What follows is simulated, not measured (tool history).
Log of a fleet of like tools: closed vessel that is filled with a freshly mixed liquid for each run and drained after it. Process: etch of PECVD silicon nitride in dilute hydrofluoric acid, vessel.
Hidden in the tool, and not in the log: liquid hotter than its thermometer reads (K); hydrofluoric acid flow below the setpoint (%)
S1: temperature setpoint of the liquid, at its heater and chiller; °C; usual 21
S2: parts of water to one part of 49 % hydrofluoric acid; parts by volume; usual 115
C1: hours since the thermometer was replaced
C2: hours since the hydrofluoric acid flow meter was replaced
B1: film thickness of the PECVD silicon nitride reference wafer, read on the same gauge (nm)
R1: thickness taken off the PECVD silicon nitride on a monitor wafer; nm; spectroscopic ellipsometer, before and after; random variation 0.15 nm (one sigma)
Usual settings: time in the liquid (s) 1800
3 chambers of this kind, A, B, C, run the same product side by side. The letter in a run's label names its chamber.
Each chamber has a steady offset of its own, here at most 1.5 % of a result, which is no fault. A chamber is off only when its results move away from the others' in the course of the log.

{"run": "1C", "hour": 10.6, "S1": 21, "S2": 115, "time in the liquid (s)": 1800, "C1": 1878.7, "C2": 275.2, "B1": 140.0, "R1": 22.231}
{"run": "2B", "hour": 19.0, "S1": 21, "S2": 115, "time in the liquid (s)": 1800, "C1": 925.5, "C2": 74.3, "B1": 140.0, "R1": 22.113}
{"run": "3A", "hour": 27.6, "S1": 21, "S2": 115, "time in the liquid (s)": 1800, "C1": 294.2, "C2": 391.5, "B1": 140.01, "R1": 21.694}
{"run": "4B", "hour": 35.7, "S1": 21, "S2": 115, "time in the liquid (s)": 1800, "C1": 942.2, "C2": 91.0, "B1": 140.01, "R1": 22.04}
{"run": "5C", "hour": 45.2, "S1": 21, "S2": 115, "time in the liquid (s)": 1800, "C1": 1913.3, "C2": 309.8, "B1": 140.0, "R1": 22.248}
{"run": "6A", "hour": 56.6, "S1": 21, "S2": 115, "time in the liquid (s)": 1800, "C1": 323.2, "C2": 420.5, "B1": 140.01, "R1": 21.69}
{"run": "7B", "hour": 63.0, "S1": 21, "S2": 115, "time in the liquid (s)": 1800, "C1": 969.5, "C2": 118.3, "B1": 140.0, "R1": 22.202}
{"run": "8C", "hour": 70.0, "S1": 21, "S2": 115, "time in the liquid (s)": 1800, "C1": 1938.1, "C2": 334.6, "B1": 140.01, "R1": 22.267}
{"run": "9A", "hour": 82.6, "S1": 17, "S2": 115, "time in the liquid (s)": 1800, "C1": 349.2, "C2": 446.5, "B1": 140.01, "R1": 16.483}
{"run": "10B", "hour": 94.7, "S1": 17, "S2": 115, "time in the liquid (s)": 1800, "C1": 1001.2, "C2": 150.0, "B1": 140.01, "R1": 16.607}
{"run": "11A", "hour": 104.3, "S1": 17, "S2": 115, "time in the liquid (s)": 1800, "C1": 370.9, "C2": 468.2, "B1": 140.01, "R1": 16.346}
{"run": "12C", "hour": 117.3, "S1": 21, "S2": 115, "time in the liquid (s)": 1800, "C1": 1985.4, "C2": 381.9, "B1": 140.0, "R1": 22.301}
{"run": "13B", "hour": 128.5, "S1": 21, "S2": 115, "time in the liquid (s)": 1800, "C1": 1035.0, "C2": 183.8, "B1": 140.02, "R1": 22.2}
{"run": "14A", "hour": 142.2, "S1": 21, "S2": 115, "time in the liquid (s)": 1800, "C1": 408.8, "C2": 506.1, "B1": 140.0, "R1": 21.748}
{"run": "15C", "hour": 149.4, "S1": 19, "S2": 115, "time in the liquid (s)": 2715, "C1": 2017.5, "C2": 414.0, "B1": 140.01, "R1": 29.281}
{"run": "16B", "hour": 163.0, "S1": 19, "S2": 115, "time in the liquid (s)": 2715, "C1": 1069.5, "C2": 218.3, "B1": 140.01, "R1": 28.938}
{"run": "17C", "hour": 176.8, "S1": 19, "S2": 115, "time in the liquid (s)": 2715, "C1": 2044.9, "C2": 441.4, "B1": 140.01, "R1": 29.189}
{"hour": 176.9, "done": "chamber A: hydrofluoric acid flow meter replaced"}
{"run": "18A", "hour": 187.7, "S1": 21, "S2": 115, "time in the liquid (s)": 1800, "C1": 454.3, "C2": 10.8, "B1": 140.01, "R1": 21.82}
{"run": "19C", "hour": 195.5, "S1": 21, "S2": 115, "time in the liquid (s)": 1800, "C1": 2063.6, "C2": 460.1, "B1": 140.02, "R1": 22.344}
{"run": "20B", "hour": 206.0, "S1": 21, "S2": 115, "time in the liquid (s)": 1800, "C1": 1112.5, "C2": 261.3, "B1": 139.99, "R1": 21.973}
{"run": "21A", "hour": 219.7, "S1": 21, "S2": 115, "time in the liquid (s)": 1800, "C1": 486.3, "C2": 42.8, "B1": 140.01, "R1": 22.022}
{"run": "22B", "hour": 228.7, "S1": 21, "S2": 115, "time in the liquid (s)": 1800, "C1": 1135.2, "C2": 284.0, "B1": 140.01, "R1": 21.92}
{"run": "23C", "hour": 239.9, "S1": 21, "S2": 115, "time in the liquid (s)": 1800, "C1": 2108.0, "C2": 504.5, "B1": 139.99, "R1": 22.51}
{"run": "24A", "hour": 249.2, "S1": 21, "S2": 115, "time in the liquid (s)": 1800, "C1": 515.8, "C2": 72.3, "B1": 140.0, "R1": 21.722}
{"run": "25A", "hour": 260.4, "S1": 21, "S2": 115, "time in the liquid (s)": 1800, "C1": 527.0, "C2": 83.5, "B1": 140.0, "R1": 21.715}
{"run": "26C", "hour": 267.8, "S1": 21, "S2": 115, "time in the liquid (s)": 1800, "C1": 2135.9, "C2": 532.4, "B1": 139.99, "R1": 22.207}

Is one chamber off against the others, does the gauge drift, or is nothing wrong? If a chamber is off, say which, and what the likeliest cause is.

No chamber stands off beyond its own small offset, and the gauge holds steady.
